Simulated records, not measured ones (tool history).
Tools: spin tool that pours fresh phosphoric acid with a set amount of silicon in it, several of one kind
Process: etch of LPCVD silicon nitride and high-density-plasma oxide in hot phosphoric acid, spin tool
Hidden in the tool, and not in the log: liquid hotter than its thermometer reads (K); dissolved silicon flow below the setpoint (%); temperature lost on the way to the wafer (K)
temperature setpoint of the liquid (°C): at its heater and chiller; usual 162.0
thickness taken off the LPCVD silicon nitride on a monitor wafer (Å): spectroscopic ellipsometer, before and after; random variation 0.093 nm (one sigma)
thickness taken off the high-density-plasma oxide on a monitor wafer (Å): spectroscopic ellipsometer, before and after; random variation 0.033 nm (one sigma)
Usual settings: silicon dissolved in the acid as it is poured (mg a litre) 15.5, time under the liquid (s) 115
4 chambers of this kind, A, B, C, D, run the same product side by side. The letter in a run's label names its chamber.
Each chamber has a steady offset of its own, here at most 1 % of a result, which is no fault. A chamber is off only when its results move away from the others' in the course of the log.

run   hour  temperature setpoint of the liquid (°C)  silicon dissolved in the acid as it is poured (mg a litre)  time under the liquid (s)  hours since the thermometer was replaced  hours since the dissolved silicon flow meter was replaced  hours since the heated supply line was repaired  read-back film thickness of the LPCVD silicon nitride reference wafer, read on the same gauge (nm)  read-back film thickness of the high-density-plasma oxide reference wafer, read on the same gauge (nm)  thickness taken off the LPCVD silicon nitride on a monitor wafer (Å)  thickness taken off the high-density-plasma oxide on a monitor wafer (Å)
 1B    6.6                                    162.0                                                        15.5                        115                                      29.3                                                     1631.5                                            616.4                                                                                              129.96                                                                                                  90.004                                                               103.860                                                                    2.6468
 2A   14.1                                    162.0                                                        15.5                        115                                     195.7                                                     1647.4                                            609.0                                                                                              130.00                                                                                                  89.984                                                               103.840                                                                    2.5275
 3C   24.5                                    162.0                                                        15.5                        115                                      71.6                                                      713.2                                           1573.3                                                                                              129.99                                                                                                  89.993                                                               104.670                                                                    2.9622
      28.9  -- chamber D: heated supply line repaired
 4D   31.1                                    162.0                                                        15.5                        115                                    1626.9                                                      771.1                                              2.3                                                                                              129.99                                                                                                  89.999                                                               104.580                                                                    2.5135
 5D   40.5                                    162.0                                                        15.5                        115                                    1636.3                                                      780.5                                             11.7                                                                                              129.99                                                                                                  90.022                                                               103.890                                                                    2.7640
 6A   54.5                                    163.5                                                        15.5                        115                                     236.1                                                     1687.8                                            649.4                                                                                              130.04                                                                                                  90.006                                                               110.420                                                                    3.3088
 7C   67.4                                    163.5                                                        15.5                        115                                     114.5                                                      756.1                                           1616.2                                                                                              129.99                                                                                                  89.989                                                               110.820                                                                    2.9307
 8B   80.1                                    163.5                                                        15.5                        115                                     102.8                                                     1705.0                                            689.9                                                                                              130.01                                                                                                  89.978                                                               108.520                                                                    3.1083
 9D   89.1                                    163.5                                                        15.5                        115                                    1684.9                                                      829.1                                             60.3                                                                                              130.01                                                                                                  89.987                                                               111.100                                                                    2.7750
10B   99.8                                    163.5                                                        15.5                        115                                     122.5                                                     1724.7                                            709.6                                                                                              129.99                                                                                                  89.996                                                               110.580                                                                    3.4269
11A  112.2                                    163.5                                                        15.5                        115                                     293.8                                                     1745.5                                            707.1                                                                                              130.01                                                                                                  90.012                                                               109.740                                                                    2.8050
12C  125.1                                    163.5                                                        15.5                        115                                     172.2                                                      813.8                                           1673.9                                                                                              129.99                                                                                                  89.976                                                               108.810                                                                    2.5646
13D  132.5                                    163.5                                                        15.5                        115                                    1728.3                                                      872.5                                            103.7                                                                                              130.00                                                                                                  90.012                                                               109.960                                                                    2.9425
14B  145.5                                    162.0                                                        15.5                        115                                     168.2                                                     1770.4                                            755.3                                                                                              129.99                                                                                                  90.004                                                               105.120                                                                    2.6248
15A  155.7                                    162.0                                                        15.5                        115                                     337.3                                                     1789.0                                            750.6                                                                                              129.97                                                                                                  89.992                                                               104.990                                                                    2.7060
16C  166.5                                    162.0                                                        15.5                        115                                     213.6                                                      855.2                                           1715.3                                                                                              129.98                                                                                                  89.999                                                               104.520                                                                    2.7171
     167.9  -- chamber A: dissolved silicon flow meter replaced
17D  178.8                                    162.0                                                        15.5                        115                                    1774.6                                                      918.8                                            150.0                                                                                              130.00                                                                                                  90.005                                                               105.000                                                                    2.9760
18B  190.5                                    162.0                                                        15.5                        115                                     213.2                                                     1815.4                                            800.3                                                                                              130.02                                                                                                  89.994                                                               101.570                                                                    2.6610
19A  199.2                                    162.0                                                        15.5                        115                                     380.8                                                       31.3                                            794.1                                                                                              129.98                                                                                                  90.008                                                               104.180                                                                    2.5017
20C  212.0                                    162.0                                                        15.5                        115                                     259.1                                                      900.7                                           1760.8                                                                                              129.99                                                                                                  90.007                                                               104.110                                                                    3.1632
     215.8  -- chamber D: thermometer replaced
21B  223.3                                    162.0                                                        15.5                        115                                     246.0                                                     1848.2                                            833.1                                                                                              130.01                                                                                                  89.993                                                                99.623                                                                    2.5375
22A  230.6                                    162.0                                                        15.5                        115                                     412.2                                                       62.7                                            825.5                                                                                              130.00                                                                                                  89.987                                                               103.210                                                                    2.7208
23D  245.3                                    162.0                                                        15.5                        115                                      29.6                                                      985.3                                            216.5                                                                                              129.96                                                                                                  90.022                                                               103.450                                                                    3.2914
24C  252.5                                    162.0                                                        15.5                        115                                     299.6                                                      941.2                                           1801.3                                                                                              129.98                                                                                                  90.016                                                               104.360                                                                    2.4729
25B  259.5                                    165.0                                                        15.5                        115                                     282.2                                                     1884.4                                            869.3                                                                                              130.04                                                                                                  89.991                                                               107.550                                                                    3.5410
26D  268.2                                    165.0                                                        15.5                        115                                      52.5                                                     1008.2                                            239.4                                                                                              130.01                                                                                                  89.976                                                               114.590                                                                    3.4842
27C  274.8                                    165.0                                                        15.5                        115                                     321.9                                                      963.5                                           1823.6                                                                                              130.06                                                                                                  89.989                                                               115.790                                                                    3.0866
28A  282.4                                    165.0                                                        15.5                        115                                     464.0                                                      114.5                                            877.3                                                                                              130.00                                                                                                  90.003                                                               115.970                                                                    3.1509
29A  293.2                                    162.0                                                        15.5                        115                                     474.8                                                      125.3                                            888.1                                                                                              129.97                                                                                                  90.023                                                               104.120                                                                    2.6214
30D  301.9                                    162.0                                                        15.5                        115                                      86.2                                                     1041.9                                            273.1                                                                                              130.00                                                                                                  89.997                                                               104.950                                                                    2.5993
31B  311.5                                    163.0                                                        15.5                         55                                     334.2                                                     1936.4                                            921.3                                                                                              130.02                                                                                                  89.997                                                                46.749                                                                    1.0953
32C  321.5                                    163.0                                                        15.5                         55                                     368.6                                                     1010.2                                           1870.3                                                                                              130.00                                                                                                  89.980                                                                51.859                                                                    1.3561
33C  329.3                                    163.0                                                        15.5                         55                                     376.4                                                     1018.0                                           1878.1                                                                                              130.04                                                                                                  90.021                                                                51.800                                                                    1.4026

What goes on in this fleet: one chamber off, a drifting gauge, or nothing beyond the chambers' own small offsets? Name the chamber and the cause, if any.

Chamber B drifts away from the others.
Cause: temperature lost on the way to the wafer (K) = 3.03.
The log may not tell that from: liquid colder than its thermometer reads (K).

Here are 4 candidates for chamber B's next run, each the usual settings with a change, their results left as question marks. Which one brings its results back in line with what the others give on the usual settings?
In line means no further than this from the other chambers' mean on the usual settings: thickness taken off the LPCVD silicon nitride on a monitor wafer (Å) 3.300; thickness taken off the high-density-plasma oxide on a monitor wafer (Å) 1.1000
34B-1  339.9                                    161.5                                                        19.0                        105                                                                                                                                                                                                                                                                                                                                                                                                                                       ?                                                                         ?
34B-2  339.9                                    162.0                                                        16.5                        110                                                                                                                                                                                                                                                                                                                                                                                                                                       ?                                                                         ?
34B-3  339.9                                    162.5                                                        12.0                        125                                                                                                                                                                                                                                                                                                                                                                                                                                       ?                                                                         ?
34B-4  339.9                                    162.0                                                        14.5                        120                                                                                                                                                                                                                                                                                                                                                                                                                                       ?                                                                         ?

The other chambers' mean on the usual settings: thickness taken off the LPCVD silicon nitride on a monitor wafer (Å) 104.480; thickness taken off the high-density-plasma oxide on a monitor wafer (Å) 2.7140
  run  thickness taken off the LPCVD silicon nitride on a monitor wafer (Å)  thickness taken off the high-density-plasma oxide on a monitor wafer (Å)
34B-1                                                                84.421                                                                    1.8480
34B-2                                                                89.948                                                                    2.1431
34B-3                                                               103.920                                                                    2.8144
34B-4                                                                98.125                                                                    2.4594
34B-3 brings the chamber back in line.
